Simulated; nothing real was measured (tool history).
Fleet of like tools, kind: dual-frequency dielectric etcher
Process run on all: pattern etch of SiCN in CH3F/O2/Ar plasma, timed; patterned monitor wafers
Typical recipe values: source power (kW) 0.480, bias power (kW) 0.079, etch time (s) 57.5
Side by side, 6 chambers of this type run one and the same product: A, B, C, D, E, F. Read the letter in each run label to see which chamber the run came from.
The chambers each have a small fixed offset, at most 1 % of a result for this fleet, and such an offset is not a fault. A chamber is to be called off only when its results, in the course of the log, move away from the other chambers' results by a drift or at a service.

run   hour  source power (kW)  bias power (kW)  etch time (s)  hours since the last wet clean  hours since the last source power generator calibration  hours since the last bias power generator calibration  read-back reference wafer on the same gauge, depth_nm  mean etch depth across the wafer (Å)
 1E    9.7              0.480            0.079           57.5                           658.2                                                   1302.7                                                  252.0                                                 21.907                                238.45
 2D   19.2              0.480            0.079           57.5                           375.0                                                   1795.7                                                 3205.6                                                 21.907                                240.11
 3C   25.2              0.480            0.079           57.5                           308.8                                                   1610.3                                                 2649.8                                                 21.906                                238.80
 4A   29.6              0.480            0.079           57.5                            64.7                                                   4850.4                                                 2117.9                                                 21.910                                238.01
 5F   36.0              0.480            0.079           57.5                           268.5                                                   1500.5                                                 2032.5                                                 21.912                                238.82
      42.6  -- chamber E: wet clean of the chamber
 6B   43.8              0.480            0.072           64.5                           103.5                                                   1709.0                                                 1228.9                                                 21.913                                258.63
 7A   53.2              0.480            0.072           64.5                            88.3                                                   4874.0                                                 2141.5                                                 21.913                                258.34
 8F   60.5              0.480            0.072           64.5                           293.0                                                   1525.0                                                 2057.0                                                 21.929                                259.89
 9D   64.8              0.480            0.072           64.5                           420.6                                                   1841.3                                                 3251.2                                                 21.923                                261.66
10C   73.8              0.480            0.072           64.5                           357.4                                                   1658.9                                                 2698.4                                                 21.918                                258.82
11B   79.8              0.480            0.072           64.5                           139.5                                                   1745.0                                                 1264.9                                                 21.925                                259.05
12E   87.6              0.480            0.079           57.5                            45.0                                                   1380.6                                                  329.9                                                 21.934                                238.20
13E   96.1              0.480            0.079           57.5                            53.5                                                   1389.1                                                  338.4                                                 21.929                                238.74
14A  102.9              0.480            0.079           57.5                           138.0                                                   4923.7                                                 2191.2                                                 21.936                                237.72
     111.6  -- chamber F: wet clean of the chamber
15C  112.3              0.480            0.088           45.5                           395.9                                                   1697.4                                                 2736.9                                                 21.928                                196.97
16D  119.9              0.480            0.088           45.5                           475.7                                                   1896.4                                                 3306.3                                                 21.944                                198.19
17F  128.8              0.480            0.088           45.5                            17.2                                                   1593.3                                                 2125.3                                                 21.944                                196.68
18B  138.3              0.480            0.088           45.5                           198.0                                                   1803.5                                                 1323.4                                                 21.945                                196.27
19B  146.9              0.480            0.088           45.5                           206.6                                                   1812.1                                                 1332.0                                                 21.952                                196.46
20A  155.6              0.480            0.088           45.5                           190.7                                                   4976.4                                                 2243.9                                                 21.947                                196.21
21F  163.7              0.480            0.079           57.5                            52.1                                                   1628.2                                                 2160.2                                                 21.959                                238.99
22C  171.2              0.480            0.079           57.5                           454.8                                                   1756.3                                                 2795.8                                                 21.965                                238.94
23E  179.2              0.480            0.079           57.5                           136.6                                                   1472.2                                                  421.5                                                 21.957                                239.01
     184.5  -- chamber C: wet clean of the chamber
24D  187.3              0.480            0.079           57.5                           543.1                                                   1963.8                                                 3373.7                                                 21.971                                241.32
25B  194.8              0.480            0.079           57.5                           254.5                                                   1860.0                                                 1379.9                                                 21.968                                238.90
26C  203.6              0.480            0.079           57.5                            19.1                                                   1788.7                                                 2828.2                                                 21.972                                239.92
     207.4  -- chamber D: wet clean of the chamber
27F  211.7              0.480            0.079           57.5                           100.1                                                   1676.2                                                 2208.2                                                 21.973                                239.49
28A  220.7              0.480            0.079           57.5                           255.8                                                   5041.5                                                 2309.0                                                 21.982                                239.21
29D  227.6              0.480            0.079           47.5                            20.2                                                   2004.1                                                 3414.0                                                 21.977                                199.30
30E  234.8              0.480            0.079           47.5                           192.2                                                   1527.8                                                  477.1                                                 21.983                                197.67
31B  243.9              0.480            0.079           47.5                           303.6                                                   1909.1                                                 1429.0                                                 21.983                                196.91
32E  251.6              0.480            0.079           47.5                           209.0                                                   1544.6                                                  493.9                                                 21.995                                197.82
33A  258.9              0.480            0.079           47.5                           294.0                                                   5079.7                                                 2347.2                                                 21.983                                197.33
34D  263.5              0.480            0.079           47.5                            56.1                                                   2040.0                                                 3449.9                                                 21.997                                199.68
35C  268.8              0.480            0.079           57.5                            84.3                                                   1853.9                                                 2893.4                                                 21.998                                239.59
36F  276.3              0.480            0.079           57.5                           164.7                                                   1740.8                                                 2272.8                                                 21.994                                239.45
37C  284.1              0.480            0.079           57.5                            99.6                                                   1869.2                                                 2908.7                                                 21.993                                239.86
38F  290.0              0.480            0.079           57.5                           178.4                                                   1754.5                                                 2286.5                                                 22.000                                239.47
39E  299.2              0.480            0.079           57.5                           256.6                                                   1592.2                                                  541.5                                                 22.002                                238.99

Each of the 6 chambers runs these same settings next. Fill in every chamber's results:
40A  306.1              0.480            0.090           57.5                                                                                                                                                                                                                                            ?
40B  306.1              0.480            0.090           57.5                                                                                                                                                                                                                                            ?
40C  306.1              0.480            0.090           57.5                                                                                                                                                                                                                                            ?
40D  306.1              0.480            0.090           57.5                                                                                                                                                                                                                                            ?
40E  306.1              0.480            0.090           57.5                                                                                                                                                                                                                                            ?
40F  306.1              0.480            0.090           57.5                                                                                                                                                                                                                                            ?

run  mean etch depth across the wafer (Å)
40A                                250.64
40B                                250.69
40C                                252.11
40D                                253.24
40E                                250.76
40F                                251.11
